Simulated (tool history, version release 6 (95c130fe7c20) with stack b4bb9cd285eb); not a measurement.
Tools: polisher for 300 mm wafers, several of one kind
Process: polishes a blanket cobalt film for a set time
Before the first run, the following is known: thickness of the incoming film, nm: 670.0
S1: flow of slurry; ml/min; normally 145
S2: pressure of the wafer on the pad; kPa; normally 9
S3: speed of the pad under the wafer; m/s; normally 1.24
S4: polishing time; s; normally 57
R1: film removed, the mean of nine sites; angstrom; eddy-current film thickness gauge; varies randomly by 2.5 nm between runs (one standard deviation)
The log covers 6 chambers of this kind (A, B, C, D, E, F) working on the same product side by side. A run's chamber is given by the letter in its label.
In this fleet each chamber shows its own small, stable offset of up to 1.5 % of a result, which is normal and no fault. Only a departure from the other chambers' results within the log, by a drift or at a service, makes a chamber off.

At day 0.146: chamber E: slurry nozzle cleaned.
Run 1B, day 0.3: usual settings. Result: R1 1939.6 angstrom.
Run 2C, day 0.617: usual settings. Result: R1 1945.3 angstrom.
Run 3E, day 0.829: usual settings. Result: R1 1887.4 angstrom.
Run 4D, day 1.017: usual settings. Result: R1 1942.9 angstrom.
At day 1.212: chamber C: worn pad replaced by a new one.
Run 5F, day 1.258: usual settings. Result: R1 1935.3 angstrom.
At day 1.462: chamber A: worn pad replaced by a new one.
Run 6A, day 1.558: usual settings. Result: R1 1949.3 angstrom.
At day 1.571: chamber F: worn pad replaced by a new one.
Run 7A, day 1.879: usual settings but S3 1.56 m/s. Result: R1 2399.5 angstrom.
At day 2.05: chamber D: worn pad replaced by a new one.
Run 8B, day 2.071: usual settings but S3 1.56 m/s. Result: R1 2532.6 angstrom.
Run 9C, day 2.271: usual settings but S3 1.56 m/s. Result: R1 2417 angstrom.
Run 10D, day 2.504: usual settings but S3 1.56 m/s. Result: R1 2407.9 angstrom.
At day 2.65: chamber B: worn pad replaced by a new one.
Run 11F, day 2.796: usual settings but S3 1.56 m/s. Result: R1 2440.5 angstrom.
Run 12E, day 2.971: usual settings but S3 1.56 m/s. Result: R1 2466.6 angstrom.
Run 13F, day 3.192: usual settings. Result: R1 1885.7 angstrom.
At day 3.508: chamber E: worn pad replaced by a new one.
Run 14A, day 3.546: usual settings. Result: R1 1903.2 angstrom.
At day 3.704: chamber C: worn pad replaced by a new one.
Run 15B, day 3.9: usual settings. Result: R1 1983.4 angstrom.
Run 16D, day 4.121: usual settings. Result: R1 1931.6 angstrom.
Run 17E, day 4.292: usual settings. Result: R1 1924.1 angstrom.
Run 18C, day 4.558: usual settings but S4 50 s. Result: R1 1671.7 angstrom.
Run 19A, day 4.804: usual settings but S4 50 s. Result: R1 1679.6 angstrom.
At day 4.825: chamber C: head pressure recalibrated.
At day 4.908: chamber A: slurry nozzle cleaned.
Run 20E, day 5.108: usual settings but S4 50 s. Result: R1 1707.1 angstrom.
At day 5.271: chamber B: worn pad replaced by a new one.
Run 21F, day 5.354: usual settings but S4 50 s. Result: R1 1669.3 angstrom.
At day 5.446: chamber D: worn pad replaced by a new one.
Run 22B, day 5.579: usual settings but S4 50 s. Result: R1 1759.9 angstrom.
Run 23D, day 5.858: usual settings but S4 50 s. Result: R1 1692.1 angstrom.
Run 24C, day 6.021: usual settings. Result: R1 1940.2 angstrom.
Run 25E, day 6.196: usual settings. Result: R1 1961.2 angstrom.
At day 6.312: chamber F: worn pad replaced by a new one.
At day 6.383: chamber C: worn pad replaced by a new one.
Run 26F, day 6.421: usual settings. Result: R1 1840.4 angstrom.
At day 6.554: chamber A: worn pad replaced by a new one.
Run 27B, day 6.579: usual settings. Result: R1 1988.2 angstrom.
At day 6.646: chamber C: slurry nozzle cleaned.
Run 28D, day 6.888: usual settings. Result: R1 1855.8 angstrom.
Run 29A, day 7.133: usual settings. Result: R1 1895.4 angstrom.
Run 30C, day 7.417: usual settings. Result: R1 1925.3 angstrom.
Run 31B, day 7.671: usual settings. Result: R1 2025.9 angstrom.
At day 7.946: chamber B: head pressure recalibrated.
Run 32A, day 7.975: usual settings. Result: R1 1964.5 angstrom.
Run 33F, day 8.233: usual settings. Result: R1 1745.7 angstrom.
At day 8.35: chamber E: worn pad replaced by a new one.
At day 8.371: chamber B: worn pad replaced by a new one.
At day 8.483: chamber D: worn pad replaced by a new one.
Run 34E, day 8.554: usual settings. Result: R1 1955.6 angstrom.
At day 8.679: chamber C: worn pad replaced by a new one.
Run 35C, day 8.783: usual settings. Result: R1 1955.4 angstrom.
Run 36D, day 9.012: usual settings. Result: R1 1933.3 angstrom.
Run 37B, day 9.329: usual settings. Result: R1 1915.9 angstrom.
Run 38A, day 9.529: usual settings but S2 6.2 kPa, S3 1.1 m/s. Result: R1 1178.7 angstrom.

Next, every chamber runs the same settings. What will each give?
Run 39A, day 9.788: usual settings. Result: R1 ?.
Run 39B, day 9.788: usual settings. Result: R1 ?.
Run 39C, day 9.788: usual settings. Result: R1 ?.
Run 39D, day 9.788: usual settings. Result: R1 ?.
Run 39E, day 9.788: usual settings. Result: R1 ?.
Run 39F, day 9.788: usual settings. Result: R1 ?.

run      R1
39A  1891.9
39B    1942
39C  1962.6
39D  1951.5
39E  1948.3
39F    1718
